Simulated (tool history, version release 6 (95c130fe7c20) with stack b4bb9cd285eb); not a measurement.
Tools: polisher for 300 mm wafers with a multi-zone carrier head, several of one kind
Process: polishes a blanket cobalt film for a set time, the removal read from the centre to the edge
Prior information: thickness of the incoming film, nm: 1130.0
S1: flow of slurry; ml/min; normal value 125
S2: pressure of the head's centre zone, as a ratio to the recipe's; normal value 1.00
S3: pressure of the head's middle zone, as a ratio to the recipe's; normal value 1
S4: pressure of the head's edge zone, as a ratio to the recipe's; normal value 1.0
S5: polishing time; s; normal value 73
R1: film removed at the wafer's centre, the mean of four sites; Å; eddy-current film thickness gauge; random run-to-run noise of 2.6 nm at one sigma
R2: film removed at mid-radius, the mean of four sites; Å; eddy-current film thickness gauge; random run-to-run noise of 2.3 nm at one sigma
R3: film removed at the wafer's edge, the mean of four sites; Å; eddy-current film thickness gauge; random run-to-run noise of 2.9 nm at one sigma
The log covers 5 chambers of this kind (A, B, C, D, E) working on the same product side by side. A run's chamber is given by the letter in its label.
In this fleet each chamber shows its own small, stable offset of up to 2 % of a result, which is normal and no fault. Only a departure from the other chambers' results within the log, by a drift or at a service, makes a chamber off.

run   hour   S1    S2  S3   S4  S5      R1      R2      R3
 1E    4.9  125  1.00   1  1.0  73  2737.1  2690.8  2710.2
      10.3  -- chamber C: worn pad replaced by a new one
 2D   11.0  125  1.00   1  1.0  73  2741.2  2644.7  2681.0
 3C   19.5  125  1.00   1  1.0  73  2794.9  2724.7  2717.2
 4B   27.7  125  1.00   1  1.0  73  2722.8  2788.1  2726.2
 5A   33.3  125  1.00   1  1.0  73  2701.3  2696.8  2677.3
 6C   42.3  125  1.00   1  1.0  73  2764.2  2710.1  2753.0
 7E   48.1  125  0.91   1  1.0  73  2461.0  2720.3  2771.3
 8D   56.2  125  0.91   1  1.0  73  2438.3  2623.0  2679.8
      62.9  -- chamber D: worn pad replaced by a new one
 9B   64.3  125  0.91   1  1.0  73  2462.7  2804.1  2759.9
10A   68.6  125  0.91   1  1.0  73  2437.8  2698.8  2725.5
      71.1  -- chamber C: slurry nozzle cleaned
11A   73.7  125  0.91   1  1.0  73  2435.0  2698.3  2693.0
12D   80.5  125  1.00   1  1.0  73  2733.5  2689.6  2674.3
      85.1  -- chamber E: worn pad replaced by a new one
13B   87.1  125  1.00   1  1.0  73  2701.4  2767.3  2738.0
14C   93.6  125  1.00   1  1.0  73  2761.8  2716.5  2715.0
15E   99.3  125  1.00   1  1.0  73  2717.5  2712.3  2716.7
16B  104.5  125  1.00   1  1.0  73  2736.8  2797.9  2736.5
17D  112.1  125  1.00   1  1.0  73  2714.5  2661.4  2630.2
     115.7  -- chamber B: worn pad replaced by a new one
18C  116.2  125  0.92   1  1.0  73  2530.9  2730.4  2762.3
19A  124.0  125  0.92   1  1.0  73  2488.5  2710.0  2660.7
20E  129.9  125  0.92   1  1.0  73  2496.6  2700.7  2683.2
21B  137.8  125  0.92   1  1.0  73  2500.2  2760.7  2770.6
     144.9  -- chamber A: worn pad replaced by a new one
22D  144.9  125  0.92   1  1.0  73  2432.4  2592.1  2638.3
23E  150.7  125  1.00   1  1.0  73  2756.1  2683.5  2720.2
24C  159.2  125  1.00   1  1.0  73  2794.1  2754.0  2758.2
25A  166.9  125  1.00   1  1.0  73  2676.6  2703.5  2676.1
26A  174.1  125  1.00   1  1.0  73  2693.4  2674.7  2688.7
     175.9  -- chamber E: worn pad replaced by a new one
27D  182.8  125  1.00   1  1.0  73  2532.4  2547.0  2638.0
28E  191.3  125  1.00   1  1.0  73  2786.5  2669.4  2724.5
29C  196.3  125  1.00   1  1.0  73  2731.3  2740.8  2686.0
30B  200.6  110  1.00   1  0.9  73  2643.0  2687.2  2497.4
31A  207.5  110  1.00   1  0.9  73  2595.2  2614.1  2530.2
32E  213.8  110  1.00   1  0.9  73  2583.5  2637.8  2554.7

The same settings go to every chamber for the next run, one line per chamber below. Forecast the results for each:
33A  220.4  125  1.00   1  1.0  73   ?   ?   ?
33B  220.4  125  1.00   1  1.0  73   ?   ?   ?
33C  220.4  125  1.00   1  1.0  73   ?   ?   ?
33D  220.4  125  1.00   1  1.0  73   ?   ?   ?
33E  220.4  125  1.00   1  1.0  73   ?   ?   ?

run      R1      R2      R3
33A  2685.3  2751.2  2773.9
33B  2736.2  2770.9  2708.1
33C  2732.1  2714.5  2733.3
33D  2514.0  2539.5  2607.0
33E  2714.7  2680.7  2746.4
